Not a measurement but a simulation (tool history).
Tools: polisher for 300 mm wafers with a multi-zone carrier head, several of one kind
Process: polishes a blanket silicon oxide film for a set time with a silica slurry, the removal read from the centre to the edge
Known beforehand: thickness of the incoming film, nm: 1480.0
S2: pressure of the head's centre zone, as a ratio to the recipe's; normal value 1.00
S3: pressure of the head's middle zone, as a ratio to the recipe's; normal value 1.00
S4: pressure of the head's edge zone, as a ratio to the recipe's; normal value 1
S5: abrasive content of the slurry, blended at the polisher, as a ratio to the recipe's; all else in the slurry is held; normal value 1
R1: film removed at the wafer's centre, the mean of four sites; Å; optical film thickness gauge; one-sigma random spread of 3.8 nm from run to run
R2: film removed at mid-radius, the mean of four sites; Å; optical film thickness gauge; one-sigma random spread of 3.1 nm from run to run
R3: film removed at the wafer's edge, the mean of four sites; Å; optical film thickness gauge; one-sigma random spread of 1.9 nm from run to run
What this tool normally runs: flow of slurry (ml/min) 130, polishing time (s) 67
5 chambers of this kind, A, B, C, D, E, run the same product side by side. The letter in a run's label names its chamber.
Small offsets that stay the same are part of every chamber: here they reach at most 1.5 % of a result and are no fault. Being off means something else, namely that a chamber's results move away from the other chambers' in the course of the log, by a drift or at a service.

{"run": "1C", "day": 0.225, "flow of slurry (ml/min)": 130, "S2": 1.0, "S3": 1.0, "S4": 1, "S5": 1, "polishing time (s)": 67, "R1": 2806.2, "R2": 2924.8, "R3": 2853.9}
{"day": 0.258, "done": "chamber B: edge zone pressure recalibrated"}
{"run": "2A", "day": 0.358, "flow of slurry (ml/min)": 130, "S2": 1.0, "S3": 1.0, "S4": 1, "S5": 1, "polishing time (s)": 67, "R1": 2879.7, "R2": 2835.1, "R3": 2822.5}
{"day": 0.483, "done": "chamber C: edge zone pressure recalibrated"}
{"run": "3D", "day": 0.592, "flow of slurry (ml/min)": 130, "S2": 1.0, "S3": 1.0, "S4": 1, "S5": 1, "polishing time (s)": 67, "R1": 2823.7, "R2": 2901.2, "R3": 2880.5}
{"run": "4B", "day": 0.817, "flow of slurry (ml/min)": 130, "S2": 1.0, "S3": 1.0, "S4": 1, "S5": 1, "polishing time (s)": 67, "R1": 2822.6, "R2": 2773.9, "R3": 2876.4}
{"run": "5E", "day": 1.008, "flow of slurry (ml/min)": 130, "S2": 1.0, "S3": 1.0, "S4": 1, "S5": 1, "polishing time (s)": 67, "R1": 2860.3, "R2": 2844.1, "R3": 2825.8}
{"run": "6C", "day": 1.146, "flow of slurry (ml/min)": 130, "S2": 1.0, "S3": 1.0, "S4": 1, "S5": 1, "polishing time (s)": 67, "R1": 2838.4, "R2": 2933.5, "R3": 2854.7}
{"day": 1.296, "done": "chamber C: centre zone pressure recalibrated"}
{"run": "7B", "day": 1.4, "flow of slurry (ml/min)": 130, "S2": 1.0, "S3": 1.0, "S4": 1, "S5": 1, "polishing time (s)": 67, "R1": 2843.5, "R2": 2769.5, "R3": 2867.6}
{"run": "8D", "day": 1.612, "flow of slurry (ml/min)": 130, "S2": 1.0, "S3": 1.0, "S4": 1, "S5": 1, "polishing time (s)": 88, "R1": 3785.8, "R2": 3718.0, "R3": 3724.5}
{"run": "9E", "day": 1.888, "flow of slurry (ml/min)": 130, "S2": 1.0, "S3": 1.0, "S4": 1, "S5": 1, "polishing time (s)": 88, "R1": 3748.6, "R2": 3756.6, "R3": 3733.8}
{"run": "10A", "day": 2.067, "flow of slurry (ml/min)": 130, "S2": 1.0, "S3": 1.0, "S4": 1, "S5": 1, "polishing time (s)": 88, "R1": 3755.9, "R2": 3762.1, "R3": 3766.5}
{"day": 2.1, "done": "chamber A: centre zone pressure recalibrated"}
{"day": 2.35, "done": "chamber A: worn pad replaced by a new one"}
{"run": "11E", "day": 2.362, "flow of slurry (ml/min)": 130, "S2": 1.0, "S3": 1.0, "S4": 1, "S5": 1, "polishing time (s)": 88, "R1": 3824.5, "R2": 3756.6, "R3": 3715.6}
{"run": "12A", "day": 2.617, "flow of slurry (ml/min)": 130, "S2": 1.0, "S3": 1.0, "S4": 1, "S5": 1, "polishing time (s)": 88, "R1": 3807.7, "R2": 3734.8, "R3": 3735.0}
{"run": "13D", "day": 2.912, "flow of slurry (ml/min)": 130, "S2": 1.0, "S3": 1.0, "S4": 1, "S5": 1, "polishing time (s)": 76, "R1": 3195.6, "R2": 3157.8, "R3": 3202.6}
{"run": "14C", "day": 3.154, "flow of slurry (ml/min)": 130, "S2": 1.0, "S3": 1.0, "S4": 1, "S5": 1, "polishing time (s)": 76, "R1": 3278.4, "R2": 3249.0, "R3": 3226.3}
{"run": "15B", "day": 3.317, "flow of slurry (ml/min)": 130, "S2": 1.0, "S3": 1.0, "S4": 1, "S5": 1, "polishing time (s)": 76, "R1": 3233.3, "R2": 3149.3, "R3": 3267.9}
{"run": "16E", "day": 3.554, "flow of slurry (ml/min)": 130, "S2": 1.0, "S3": 1.0, "S4": 1, "S5": 1, "polishing time (s)": 76, "R1": 3267.3, "R2": 3236.8, "R3": 3269.3}
{"day": 3.629, "done": "chamber D: worn pad replaced by a new one"}
{"run": "17D", "day": 3.762, "flow of slurry (ml/min)": 130, "S2": 1.0, "S3": 1.0, "S4": 1, "S5": 1, "polishing time (s)": 76, "R1": 3191.5, "R2": 3309.2, "R3": 3247.1}
{"day": 3.9, "done": "chamber E: worn pad replaced by a new one"}
{"day": 3.912, "done": "chamber C: worn pad replaced by a new one"}
{"day": 4.042, "done": "chamber B: worn pad replaced by a new one"}
{"run": "18C", "day": 4.046, "flow of slurry (ml/min)": 130, "S2": 1.0, "S3": 1.0, "S4": 1, "S5": 1, "polishing time (s)": 67, "R1": 2936.7, "R2": 2925.5, "R3": 2876.6}
{"run": "19A", "day": 4.204, "flow of slurry (ml/min)": 130, "S2": 1.0, "S3": 1.0, "S4": 1, "S5": 1, "polishing time (s)": 67, "R1": 2823.3, "R2": 2851.7, "R3": 2886.0}
{"day": 4.3, "done": "chamber E: edge zone pressure recalibrated"}
{"run": "20B", "day": 4.358, "flow of slurry (ml/min)": 110, "S2": 1.0, "S3": 1.07, "S4": 1, "S5": 1, "polishing time (s)": 67, "R1": 2747.6, "R2": 2922.9, "R3": 2813.0}
{"run": "21E", "day": 4.571, "flow of slurry (ml/min)": 110, "S2": 1.0, "S3": 1.07, "S4": 1, "S5": 1, "polishing time (s)": 67, "R1": 2763.2, "R2": 2964.4, "R3": 2791.2}
{"run": "22D", "day": 4.721, "flow of slurry (ml/min)": 110, "S2": 1.0, "S3": 1.07, "S4": 1, "S5": 1, "polishing time (s)": 67, "R1": 2741.5, "R2": 2966.5, "R3": 2770.1}
{"run": "23A", "day": 4.958, "flow of slurry (ml/min)": 110, "S2": 1.0, "S3": 1.07, "S4": 1, "S5": 1, "polishing time (s)": 67, "R1": 2773.0, "R2": 2944.8, "R3": 2768.4}
{"day": 5.121, "done": "chamber E: slurry nozzle cleaned"}
{"run": "24C", "day": 5.196, "flow of slurry (ml/min)": 110, "S2": 1.0, "S3": 1.07, "S4": 1, "S5": 1, "polishing time (s)": 67, "R1": 2772.6, "R2": 2933.7, "R3": 2818.6}
{"run": "25B", "day": 5.454, "flow of slurry (ml/min)": 130, "S2": 1.0, "S3": 1.0, "S4": 1, "S5": 1, "polishing time (s)": 67, "R1": 2789.6, "R2": 2811.2, "R3": 2859.2}
{"run": "26D", "day": 5.75, "flow of slurry (ml/min)": 130, "S2": 1.0, "S3": 1.0, "S4": 1, "S5": 1, "polishing time (s)": 67, "R1": 2896.2, "R2": 2855.1, "R3": 2884.6}
{"run": "27B", "day": 5.883, "flow of slurry (ml/min)": 130, "S2": 1.0, "S3": 1.0, "S4": 1, "S5": 1, "polishing time (s)": 67, "R1": 2914.8, "R2": 2777.9, "R3": 2881.4}
{"run": "28C", "day": 6.158, "flow of slurry (ml/min)": 130, "S2": 1.0, "S3": 1.0, "S4": 1, "S5": 1, "polishing time (s)": 67, "R1": 2926.8, "R2": 2920.4, "R3": 2904.7}
{"run": "29A", "day": 6.333, "flow of slurry (ml/min)": 130, "S2": 1.0, "S3": 1.0, "S4": 1, "S5": 1, "polishing time (s)": 67, "R1": 2873.7, "R2": 2872.2, "R3": 2859.2}
{"run": "30E", "day": 6.562, "flow of slurry (ml/min)": 130, "S2": 1.04, "S3": 1.0, "S4": 1, "S5": 1, "polishing time (s)": 67, "R1": 3055.3, "R2": 2826.2, "R3": 2885.7}
{"run": "31E", "day": 6.75, "flow of slurry (ml/min)": 130, "S2": 1.04, "S3": 1.0, "S4": 1, "S5": 1, "polishing time (s)": 67, "R1": 2994.8, "R2": 2841.0, "R3": 2854.3}

Which is it: a chamber that has drifted or been left off by a service, a gauge drift common to all chambers, or only each chamber's usual small offset? If a chamber is off, name it and its likeliest cause.

All chambers stay in line apart from their small fixed offsets, and the gauge does not drift.

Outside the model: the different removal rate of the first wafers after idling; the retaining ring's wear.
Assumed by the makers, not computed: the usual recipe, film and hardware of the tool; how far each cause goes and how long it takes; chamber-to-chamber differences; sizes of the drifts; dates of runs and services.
